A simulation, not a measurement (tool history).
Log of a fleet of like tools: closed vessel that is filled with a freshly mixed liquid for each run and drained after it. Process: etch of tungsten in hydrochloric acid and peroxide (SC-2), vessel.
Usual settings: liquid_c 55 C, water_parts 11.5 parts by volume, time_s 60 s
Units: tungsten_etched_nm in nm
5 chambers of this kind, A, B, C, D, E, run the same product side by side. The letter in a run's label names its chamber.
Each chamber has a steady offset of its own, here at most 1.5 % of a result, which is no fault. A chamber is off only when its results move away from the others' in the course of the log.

run,hour,liquid_c,water_parts,time_s,hours since the thermometer was replaced,hours since the chemicals flow meter was replaced,hours since the drum of peroxide was connected,"read-back film thickness of the tungsten reference wafer, read on the same gauge (nm)",tungsten_etched_nm
1A,6.1,55,11.5,60,871,55.4,100.4,50,10.595
2E,15.6,55,11.5,60,534.8,1665.3,791.5,50.015,10.788
3C,26.3,55,11.5,60,1140.5,1149.5,501.5,50.046,10.461
4B,31.1,55,11.5,60,660.5,1586.9,274.2,50.01,10.511
# hour 35.4: chamber B: thermometer replaced
5D,37.3,55,11.5,60,1784.7,1016.9,570.5,50.038,10.631
6C,45.5,55,6,85,1159.7,1168.7,520.7,49.976,25.56
7D,55.9,55,6,85,1803.3,1035.5,589.1,49.992,25.79
8A,63.9,55,6,85,928.8,113.2,158.2,49.99,25.431
9E,71.7,55,6,85,590.9,1721.4,847.6,49.986,25.897
10B,78.5,55,6,85,43.2,1634.3,321.6,49.995,25.23
11E,88.1,55,11.5,60,607.3,1737.8,864,49.988,10.772
12D,97.7,58.5,8.5,60,1845.1,1077.3,630.9,49.99,17.165
# hour 98.4: chamber B: chemicals flow meter replaced
13B,102.8,58.5,8.5,60,67.5,4.5,345.9,50.022,17.171
# hour 103.4: chamber D: chemicals flow meter replaced
14A,110.7,58.5,8.5,60,975.6,160,205,50.019,17.111
15C,116.8,58.5,8.5,60,1231,1240,592,49.989,17.218
16E,127,58.5,8.5,60,646.2,1776.7,902.9,49.965,17.525
17A,134,55,11.5,60,998.9,183.3,228.3,49.974,10.718
18D,143.1,55,11.5,60,1890.5,39.8,676.3,49.974,10.619
19B,151.3,55,11.5,60,116,53,394.4,50.004,10.55
20C,157.7,55,11.5,60,1271.9,1280.9,632.9,50.024,10.371
21D,168.8,63,16.5,60,1916.2,65.5,702,49.99,12.8
22E,179.2,63,16.5,60,698.4,1828.9,955.1,49.993,12.98
23C,190.3,63,16.5,60,1304.5,1313.5,665.5,50.016,12.402
24B,197.1,63,16.5,60,161.8,98.8,440.2,50.001,12.912
25A,202.9,63,16.5,60,1067.8,252.2,297.2,50.039,12.75
26C,209.9,55,11.5,60,1324.1,1333.1,685.1,49.985,10.1
# hour 210.5: chamber A: new drum of peroxide connected
27E,219.2,55,11.5,60,738.4,1868.9,995.1,49.973,10.753
# hour 224.2: chamber E: new drum of peroxide connected
28A,227.4,55,11.5,60,1092.3,276.7,16.9,49.985,10.685
29D,234.3,55,11.5,60,1981.7,131,767.5,50.012,10.653
30B,239.2,55,11.5,60,203.9,140.9,482.3,50.051,10.687
31C,250,55,11.5,60,1364.2,1373.2,725.2,50.022,9.9585
# hour 253.7: chamber E: chemicals flow meter replaced
32E,257.6,55,11.5,60,776.8,3.9,33.5,50.01,10.876

Is one chamber off against the others, does the gauge drift, or is nothing wrong? If a chamber is off, say which, and what the likeliest cause is.

Chamber C drifts away from the others.
Cause: liquid colder than its thermometer reads (K) = 1.17.
The log may not tell that from: chemicals flow below the setpoint (%); peroxide weaker than its label (%).

Here are 4 candidates for chamber C's next run, each the usual settings with a change, their results left as question marks. Which one brings its results back in line with what the others give on the usual settings?
In line means no further than this from the other chambers' mean on the usual settings: tungsten_etched_nm 0.27 nm
33C-1,265.6,55,12,60,,,,,?
33C-2,265.6,55,12.5,60,,,,,?
33C-3,265.6,55,10.5,60,,,,,?
33C-4,265.6,55.5,11.5,60,,,,,?

The other chambers' mean on the usual settings: tungsten_etched_nm 10.662 nm
run,tungsten_etched_nm
33C-1,9.4836
33C-2,9.155
33C-3,10.628
33C-4,10.168
33C-3 brings the chamber back in line.

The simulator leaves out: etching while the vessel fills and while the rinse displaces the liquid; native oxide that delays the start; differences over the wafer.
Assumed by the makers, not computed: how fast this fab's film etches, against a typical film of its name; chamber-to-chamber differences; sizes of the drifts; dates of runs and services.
